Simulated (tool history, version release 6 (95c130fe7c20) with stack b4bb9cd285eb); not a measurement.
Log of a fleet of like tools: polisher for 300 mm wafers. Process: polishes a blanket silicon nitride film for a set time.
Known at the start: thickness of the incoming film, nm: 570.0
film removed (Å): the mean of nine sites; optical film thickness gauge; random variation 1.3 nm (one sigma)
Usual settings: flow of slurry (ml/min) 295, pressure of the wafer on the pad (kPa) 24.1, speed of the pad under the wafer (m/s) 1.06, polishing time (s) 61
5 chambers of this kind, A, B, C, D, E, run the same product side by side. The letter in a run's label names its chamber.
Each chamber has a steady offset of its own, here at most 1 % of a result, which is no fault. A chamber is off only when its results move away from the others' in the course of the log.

run,day,flow of slurry (ml/min),pressure of the wafer on the pad (kPa),speed of the pad under the wafer (m/s),polishing time (s),wafers polished on this pad,hours since the slurry nozzle was cleaned,hours since the head pressure was calibrated,film removed (Å)
1A,0.462,295,24.1,1.06,61,263,415.9,478.5,1292.7
# day 0.783: chamber C: worn pad replaced by a new one
2C,0.971,295,24.1,1.06,61,56,406.5,435.2,1317.9
# day 0.988: chamber D: worn pad replaced by a new one
3B,1.342,295,24.1,1.06,61,1009,697.3,624.3,1277.4
4D,1.671,295,24.1,1.06,61,208,522.5,108.1,1292.3
5E,2.000,295,24.1,1.06,61,609,355.9,249.8,1282.2
# day 2.238: chamber A: worn pad replaced by a new one
# day 2.321: chamber B: worn pad replaced by a new one
6C,2.496,365,24.1,1.06,61,518,443.1,471.8,1334.5
# day 2.933: chamber E: worn pad replaced by a new one
7A,2.979,365,24.1,1.06,61,225,476.3,538.9,1312.8
8D,3.454,365,24.1,1.06,61,747,565.3,150.9,1361.3
9E,3.975,365,24.1,1.06,61,315,403.3,297.2,1333.9
# day 4.162: chamber D: worn pad replaced by a new one
# day 4.200: chamber C: worn pad replaced by a new one
10B,4.533,365,24.1,1.06,61,670,773.9,700.9,1303.4
# day 4.704: chamber A: worn pad replaced by a new one
11B,5.112,295,24.1,1.06,61,845,787.8,714.8,1288.3
12E,5.525,295,24.1,1.06,61,784,440.5,334.4,1284.5
# day 5.567: chamber E: worn pad replaced by a new one
# day 5.721: chamber C: slurry nozzle cleaned
13C,5.908,295,24.1,1.06,61,517,4.6,553.7,1301.0
14A,6.504,295,24.1,1.06,61,545,560.9,623.5,1295.4
# day 6.538: chamber A: head pressure recalibrated
15D,6.817,295,24.1,1.06,61,804,646.0,231.6,1304.4
# day 6.871: chamber B: worn pad replaced by a new one
16E,7.350,295,24.1,1.06,61,540,484.3,378.2,1304.1
# day 7.521: chamber A: worn pad replaced by a new one
# day 7.750: chamber C: worn pad replaced by a new one
# day 7.758: chamber D: worn pad replaced by a new one
17B,7.900,295,24.1,1.06,61,312,854.7,781.7,1279.1
18A,8.246,295,24.1,1.06,61,220,602.7,41.1,1144.4
# day 8.525: chamber E: worn pad replaced by a new one
# day 8.529: chamber B: slurry nozzle cleaned
19D,8.767,295,24.1,1.06,61,305,692.8,278.4,1324.2
20C,9.138,295,24.1,1.06,61,420,82.1,631.2,1305.8
21D,9.625,295,24.1,1.06,61,565,713.4,299.0,1283.7
22E,9.962,295,24.1,1.06,61,435,547.0,440.9,1291.7
23B,10.408,295,24.1,1.06,61,1071,45.1,841.9,1284.4
# day 10.550: chamber A: worn pad replaced by a new one
# day 10.621: chamber C: worn pad replaced by a new one
# day 10.833: chamber D: worn pad replaced by a new one
24A,10.938,295,24.1,1.06,61,117,667.3,105.7,1174.9
# day 11.000: chamber E: worn pad replaced by a new one
# day 11.204: chamber B: worn pad replaced by a new one
25C,11.254,295,24.1,1.06,61,191,132.9,682.0,1299.0
26C,11.704,295,24.1,1.06,61,327,143.7,692.8,1306.7
# day 11.908: chamber E: slurry nozzle cleaned
27A,12.300,295,24.1,1.06,61,529,700.0,138.4,1155.4
28B,12.804,295,24.1,1.06,61,485,102.6,899.4,1295.2
29E,13.392,295,24.1,1.06,61,724,35.7,523.2,1292.3
30D,13.742,295,24.1,1.06,61,880,812.2,397.8,1306.4
31B,14.062,295,24.1,1.06,61,865,132.8,929.6,1283.3
# day 14.142: chamber E: worn pad replaced by a new one
32E,14.321,295,24.1,1.06,61,54,58.0,545.5,1309.8

Is one chamber off against the others, does the gauge drift, or is nothing wrong? If a chamber is off, say which, and what the likeliest cause is.

A service left chamber A off against the others.
Cause: head's pressure below its setpoint, % = 10.4.

Here are 4 candidates for chamber A's next run, each the usual settings with a change, their results left as question marks. Which one brings its results back in line with what the others give on the usual settings?
In line means no further than this from the other chambers' mean on the usual settings: film removed (Å) 44.0
33A-1,14.754,295,24.8,1.08,61,,,,?
33A-2,14.754,295,23.4,1.02,59,,,,?
33A-3,14.754,295,23.4,1.06,60,,,,?
33A-4,14.754,295,24.8,1.10,63,,,,?

The other chambers' mean on the usual settings: film removed (Å) 1293.5
run,film removed (Å)
33A-1,1221.0
33A-2,1065.6
33A-3,1117.5
33A-4,1279.7
33A-4 brings the chamber back in line.

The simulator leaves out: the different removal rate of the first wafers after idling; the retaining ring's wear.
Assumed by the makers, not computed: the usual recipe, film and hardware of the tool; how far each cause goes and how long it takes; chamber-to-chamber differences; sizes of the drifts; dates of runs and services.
